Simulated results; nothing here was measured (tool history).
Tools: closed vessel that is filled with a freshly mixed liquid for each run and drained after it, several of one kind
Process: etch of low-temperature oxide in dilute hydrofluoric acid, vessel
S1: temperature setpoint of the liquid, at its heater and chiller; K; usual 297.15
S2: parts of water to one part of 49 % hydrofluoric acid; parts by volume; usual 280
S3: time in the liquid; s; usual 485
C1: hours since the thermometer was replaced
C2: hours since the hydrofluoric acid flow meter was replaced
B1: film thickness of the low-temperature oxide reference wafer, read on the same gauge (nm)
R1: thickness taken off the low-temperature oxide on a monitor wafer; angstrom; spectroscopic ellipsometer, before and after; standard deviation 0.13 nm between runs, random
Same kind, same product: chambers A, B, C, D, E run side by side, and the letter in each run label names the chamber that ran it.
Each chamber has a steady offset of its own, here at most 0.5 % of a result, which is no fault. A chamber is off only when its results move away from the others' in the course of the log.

run	day	S1	S2	S3	C1	C2	B1	R1
1B	0.450	297.15	280	485	1031.1	184.3	109.96	191.920
2D	0.996	297.15	280	485	1703.9	877.5	109.95	190.480
3E	1.425	297.15	280	485	247.4	1609.5	110.04	193.290
4C	1.912	297.15	280	485	89.4	498.1	110.03	193.260
5A	2.371	297.15	380	675	431.2	524.1	110.06	180.760
6B	2.779	297.15	380	675	1087.0	240.2	109.99	178.820
7E	3.196	297.15	380	675	289.9	1652.0	109.99	179.040
8A	3.592	297.15	380	675	460.5	553.4	109.95	179.660
9D	3.833	297.15	380	675	1772.0	945.6	110.00	179.090
10C	4.117	297.15	280	485	142.3	551.0	109.98	193.530
11A	4.638	297.15	280	485	485.6	578.5	110.02	192.740
12E	5.129	297.15	280	485	336.3	1698.4	110.00	192.590
13B	5.458	297.15	280	485	1151.3	304.5	110.00	192.780
14D	5.929	297.15	280	485	1822.3	995.9	109.97	192.260
15C	6.346	299.65	280	485	195.8	604.5	110.00	209.180
# day 6.408: chamber D: hydrofluoric acid flow meter replaced
16C	6.671	299.65	280	485	203.6	612.3	110.04	207.750
17E	7.179	299.65	280	485	385.5	1747.6	110.04	209.000
18B	7.571	299.65	280	485	1202.0	355.2	110.03	207.610
19D	8.117	299.65	280	485	1874.8	41.0	110.00	209.550
20A	8.621	297.15	280	740	581.2	674.1	109.99	286.620
21B	8.871	297.15	280	740	1233.2	386.4	109.99	294.530
22D	9.133	297.15	280	740	1899.2	65.4	109.99	293.410
23C	9.542	297.15	280	740	272.5	681.2	110.00	296.170
24E	9.954	297.15	280	740	452.1	1814.2	110.03	292.150
25A	10.425	297.15	280	485	624.5	717.4	110.01	185.120
26E	10.762	297.15	280	485	471.5	1833.6	110.01	191.540
27B	11.117	297.15	280	485	1287.1	440.3	110.01	191.920
28C	11.438	297.15	280	485	318.0	726.7	109.98	191.000
29A	11.917	297.15	280	485	660.3	753.2	110.00	181.750
30D	12.392	297.15	280	485	1977.4	143.6	110.01	190.460
31E	12.712	297.15	280	485	518.3	1880.4	109.99	192.760
32D	13.238	297.15	280	485	1997.7	163.9	110.00	191.920
33B	13.600	301.65	280	205	1346.7	499.9	109.96	95.279
34A	14.146	301.65	280	205	713.8	806.7	110.00	89.241
35C	14.471	301.65	280	205	390.8	799.5	110.03	93.307
# day 14.567: chamber E: thermometer replaced
36A	14.900	301.65	280	205	731.9	824.8	110.00	88.139
37E	15.421	301.65	280	205	20.5	1945.4	110.02	95.026
38B	15.950	297.15	280	485	1403.1	556.3	109.99	194.420
39D	16.500	297.15	280	485	2076.0	242.2	110.03	190.800
40C	16.946	297.15	280	485	450.2	858.9	110.02	192.440
41A	17.271	297.15	280	590	788.8	881.7	110.00	214.640
# day 17.404: chamber C: hydrofluoric acid flow meter replaced
42C	17.512	297.15	280	590	463.8	2.7	110.03	232.440

All chambers now run identical settings, listed one chamber a line with results as question marks. What results will each chamber show?
43A	17.908	297.15	280	765				?
43B	17.908	297.15	280	765				?
43C	17.908	297.15	280	765				?
43D	17.908	297.15	280	765				?
43E	17.908	297.15	280	765				?

run	R1
43A	278.650
43B	304.540
43C	303.240
43D	302.040
43E	299.150
